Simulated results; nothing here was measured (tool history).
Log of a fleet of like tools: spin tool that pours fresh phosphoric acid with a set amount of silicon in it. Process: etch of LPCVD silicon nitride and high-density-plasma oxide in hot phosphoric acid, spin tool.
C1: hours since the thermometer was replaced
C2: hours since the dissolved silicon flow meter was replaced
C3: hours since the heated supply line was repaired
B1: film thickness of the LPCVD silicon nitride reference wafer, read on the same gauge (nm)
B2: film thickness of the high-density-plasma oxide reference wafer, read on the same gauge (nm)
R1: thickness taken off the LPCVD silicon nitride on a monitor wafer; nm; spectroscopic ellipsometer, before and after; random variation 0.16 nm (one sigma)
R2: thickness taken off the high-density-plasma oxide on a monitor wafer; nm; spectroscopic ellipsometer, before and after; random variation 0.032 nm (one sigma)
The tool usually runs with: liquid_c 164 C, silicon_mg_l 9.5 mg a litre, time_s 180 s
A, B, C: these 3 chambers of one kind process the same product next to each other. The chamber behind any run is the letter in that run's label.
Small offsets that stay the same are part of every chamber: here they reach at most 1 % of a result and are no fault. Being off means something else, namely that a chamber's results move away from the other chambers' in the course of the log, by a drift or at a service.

{"run": "1A", "hour": 8.5, "liquid_c": 164, "silicon_mg_l": 9.5, "time_s": 180, "C1": 544.4, "C2": 32.4, "C3": 1185.7, "B1": 150, "B2": 59.993, "R1": 20.862, "R2": 0.72432}
{"run": "2C", "hour": 16.9, "liquid_c": 164, "silicon_mg_l": 9.5, "time_s": 180, "C1": 589.2, "C2": 1329, "C3": 1386.7, "B1": 150, "B2": 59.978, "R1": 20.406, "R2": 0.72897}
{"run": "3B", "hour": 21.8, "liquid_c": 164, "silicon_mg_l": 9.5, "time_s": 180, "C1": 141.9, "C2": 192.4, "C3": 294.9, "B1": 150, "B2": 60.028, "R1": 20.842, "R2": 0.70718}
{"run": "4B", "hour": 29.5, "liquid_c": 164, "silicon_mg_l": 9.5, "time_s": 180, "C1": 149.6, "C2": 200.1, "C3": 302.6, "B1": 150.01, "B2": 60.059, "R1": 21.029, "R2": 0.67853}
{"run": "5A", "hour": 34.0, "liquid_c": 164, "silicon_mg_l": 9.5, "time_s": 180, "C1": 569.9, "C2": 57.9, "C3": 1211.2, "B1": 150, "B2": 59.996, "R1": 20.602, "R2": 0.69731}
{"run": "6C", "hour": 41.1, "liquid_c": 164, "silicon_mg_l": 9.5, "time_s": 180, "C1": 613.4, "C2": 1353.2, "C3": 1410.9, "B1": 149.98, "B2": 60.007, "R1": 20.402, "R2": 0.77333}
{"run": "7B", "hour": 49.6, "liquid_c": 161.5, "silicon_mg_l": 9.5, "time_s": 180, "C1": 169.7, "C2": 220.2, "C3": 322.7, "B1": 150, "B2": 59.958, "R1": 19.11, "R2": 0.58056}
{"run": "8C", "hour": 55.9, "liquid_c": 161.5, "silicon_mg_l": 9.5, "time_s": 180, "C1": 628.2, "C2": 1368, "C3": 1425.7, "B1": 150.01, "B2": 60.001, "R1": 19.156, "R2": 0.59665}
{"run": "9A", "hour": 60.6, "liquid_c": 161.5, "silicon_mg_l": 9.5, "time_s": 180, "C1": 596.5, "C2": 84.5, "C3": 1237.8, "B1": 150.01, "B2": 59.977, "R1": 19.216, "R2": 0.57429}
{"run": "10B", "hour": 68.2, "liquid_c": 164, "silicon_mg_l": 9.5, "time_s": 180, "C1": 188.3, "C2": 238.8, "C3": 341.3, "B1": 150.02, "B2": 60.018, "R1": 21.049, "R2": 0.72147}
{"run": "11C", "hour": 76.4, "liquid_c": 164, "silicon_mg_l": 9.5, "time_s": 180, "C1": 648.7, "C2": 1388.5, "C3": 1446.2, "B1": 150, "B2": 60.03, "R1": 20.396, "R2": 0.73806}
{"run": "12A", "hour": 82.2, "liquid_c": 164, "silicon_mg_l": 9.5, "time_s": 180, "C1": 618.1, "C2": 106.1, "C3": 1259.4, "B1": 150, "B2": 59.986, "R1": 20.591, "R2": 0.67234}
{"run": "13A", "hour": 90.1, "liquid_c": 164, "silicon_mg_l": 9.5, "time_s": 180, "C1": 626, "C2": 114, "C3": 1267.3, "B1": 150, "B2": 59.989, "R1": 20.657, "R2": 0.77243}
{"run": "14B", "hour": 98.1, "liquid_c": 164, "silicon_mg_l": 9.5, "time_s": 180, "C1": 218.2, "C2": 268.7, "C3": 371.2, "B1": 149.99, "B2": 59.988, "R1": 20.789, "R2": 0.7007}
{"run": "15C", "hour": 106.6, "liquid_c": 164, "silicon_mg_l": 9.5, "time_s": 180, "C1": 678.9, "C2": 1418.7, "C3": 1476.4, "B1": 150.01, "B2": 60.008, "R1": 21.036, "R2": 0.71375}
{"run": "16C", "hour": 115.4, "liquid_c": 164, "silicon_mg_l": 9.5, "time_s": 180, "C1": 687.7, "C2": 1427.5, "C3": 1485.2, "B1": 150.01, "B2": 60.017, "R1": 20.815, "R2": 0.7628}
{"run": "17A", "hour": 119.6, "liquid_c": 164, "silicon_mg_l": 9.5, "time_s": 180, "C1": 655.5, "C2": 143.5, "C3": 1296.8, "B1": 150.01, "B2": 60.015, "R1": 20.853, "R2": 0.66709}
{"run": "18B", "hour": 128.0, "liquid_c": 164, "silicon_mg_l": 9.5, "time_s": 180, "C1": 248.1, "C2": 298.6, "C3": 401.1, "B1": 150, "B2": 59.995, "R1": 20.599, "R2": 0.66152}
{"run": "19C", "hour": 133.6, "liquid_c": 164, "silicon_mg_l": 9.5, "time_s": 180, "C1": 705.9, "C2": 1445.7, "C3": 1503.4, "B1": 150.01, "B2": 59.989, "R1": 21.026, "R2": 0.80057}
{"run": "20B", "hour": 141.3, "liquid_c": 164, "silicon_mg_l": 9.5, "time_s": 180, "C1": 261.4, "C2": 311.9, "C3": 414.4, "B1": 150.01, "B2": 60.042, "R1": 20.813, "R2": 0.72079}
{"run": "21A", "hour": 147.6, "liquid_c": 164, "silicon_mg_l": 9.5, "time_s": 180, "C1": 683.5, "C2": 171.5, "C3": 1324.8, "B1": 150, "B2": 60.008, "R1": 20.932, "R2": 0.6771}
{"run": "22B", "hour": 155.5, "liquid_c": 164, "silicon_mg_l": 9.5, "time_s": 180, "C1": 275.6, "C2": 326.1, "C3": 428.6, "B1": 150, "B2": 60.023, "R1": 20.582, "R2": 0.73003}
{"run": "23C", "hour": 164.4, "liquid_c": 164, "silicon_mg_l": 9.5, "time_s": 180, "C1": 736.7, "C2": 1476.5, "C3": 1534.2, "B1": 149.98, "B2": 59.972, "R1": 21.314, "R2": 0.74749}
{"run": "24A", "hour": 172.6, "liquid_c": 164, "silicon_mg_l": 9.5, "time_s": 180, "C1": 708.5, "C2": 196.5, "C3": 1349.8, "B1": 149.99, "B2": 59.991, "R1": 20.698, "R2": 0.74517}
{"run": "25A", "hour": 178.6, "liquid_c": 164, "silicon_mg_l": 9.5, "time_s": 180, "C1": 714.5, "C2": 202.5, "C3": 1355.8, "B1": 150, "B2": 60.017, "R1": 20.602, "R2": 0.70624}
{"run": "26B", "hour": 184.4, "liquid_c": 164, "silicon_mg_l": 9.5, "time_s": 180, "C1": 304.5, "C2": 355, "C3": 457.5, "B1": 150, "B2": 59.991, "R1": 20.778, "R2": 0.70922}
{"run": "27C", "hour": 192.8, "liquid_c": 164, "silicon_mg_l": 9.5, "time_s": 180, "C1": 765.1, "C2": 1504.9, "C3": 1562.6, "B1": 150.03, "B2": 59.936, "R1": 21.607, "R2": 0.80315}
{"run": "28B", "hour": 199.3, "liquid_c": 164, "silicon_mg_l": 9.5, "time_s": 180, "C1": 319.4, "C2": 369.9, "C3": 472.4, "B1": 150, "B2": 60.043, "R1": 20.833, "R2": 0.76832}
{"hour": 202.2, "done": "chamber C: heated supply line repaired"}
{"run": "29C", "hour": 207.7, "liquid_c": 164, "silicon_mg_l": 9.5, "time_s": 180, "C1": 780, "C2": 1519.8, "C3": 5.6, "B1": 150.03, "B2": 59.999, "R1": 21.709, "R2": 0.79902}
{"run": "30A", "hour": 211.7, "liquid_c": 162.5, "silicon_mg_l": 9.5, "time_s": 215, "C1": 747.6, "C2": 235.6, "C3": 1388.9, "B1": 149.99, "B2": 59.98, "R1": 23.494, "R2": 0.76538}
{"run": "31C", "hour": 220.5, "liquid_c": 162.5, "silicon_mg_l": 9.5, "time_s": 215, "C1": 792.8, "C2": 1532.6, "C3": 18.4, "B1": 150, "B2": 59.981, "R1": 24.822, "R2": 0.83992}
{"run": "32A", "hour": 225.9, "liquid_c": 162.5, "silicon_mg_l": 9.5, "time_s": 215, "C1": 761.8, "C2": 249.8, "C3": 1403.1, "B1": 150, "B2": 59.949, "R1": 23.565, "R2": 0.78014}
{"run": "33B", "hour": 233.0, "liquid_c": 164, "silicon_mg_l": 9.5, "time_s": 180, "C1": 353.1, "C2": 403.6, "C3": 506.1, "B1": 150, "B2": 59.996, "R1": 20.683, "R2": 0.73321}
{"run": "34A", "hour": 238.7, "liquid_c": 164, "silicon_mg_l": 9.5, "time_s": 180, "C1": 774.6, "C2": 262.6, "C3": 1415.9, "B1": 150.02, "B2": 59.997, "R1": 20.853, "R2": 0.75132}
{"run": "35C", "hour": 247.0, "liquid_c": 164, "silicon_mg_l": 9.5, "time_s": 180, "C1": 819.3, "C2": 1559.1, "C3": 44.9, "B1": 150, "B2": 60.005, "R1": 22.134, "R2": 0.79513}
{"run": "36B", "hour": 251.3, "liquid_c": 164, "silicon_mg_l": 9.5, "time_s": 180, "C1": 371.4, "C2": 421.9, "C3": 524.4, "B1": 150, "B2": 59.996, "R1": 20.713, "R2": 0.74279}
{"run": "37C", "hour": 258.7, "liquid_c": 164, "silicon_mg_l": 9.5, "time_s": 180, "C1": 831, "C2": 1570.8, "C3": 56.6, "B1": 149.99, "B2": 60.027, "R1": 22.093, "R2": 0.86884}
{"run": "38B", "hour": 264.7, "liquid_c": 164, "silicon_mg_l": 9.5, "time_s": 180, "C1": 384.8, "C2": 435.3, "C3": 537.8, "B1": 149.98, "B2": 59.987, "R1": 20.573, "R2": 0.71726}

For the next run the whole fleet of 3 chambers uses the same settings. Give each chamber's results:
{"run": "39A", "hour": 271.1, "liquid_c": 164, "silicon_mg_l": 9.5, "time_s": 180, "R1": "?", "R2": "?"}
{"run": "39B", "hour": 271.1, "liquid_c": 164, "silicon_mg_l": 9.5, "time_s": 180, "R1": "?", "R2": "?"}
{"run": "39C", "hour": 271.1, "liquid_c": 164, "silicon_mg_l": 9.5, "time_s": 180, "R1": "?", "R2": "?"}

run=39A R1=20.5 R2=0.73863
run=39B R1=20.924 R2=0.75548
run=39C R1=21.948 R2=0.81497
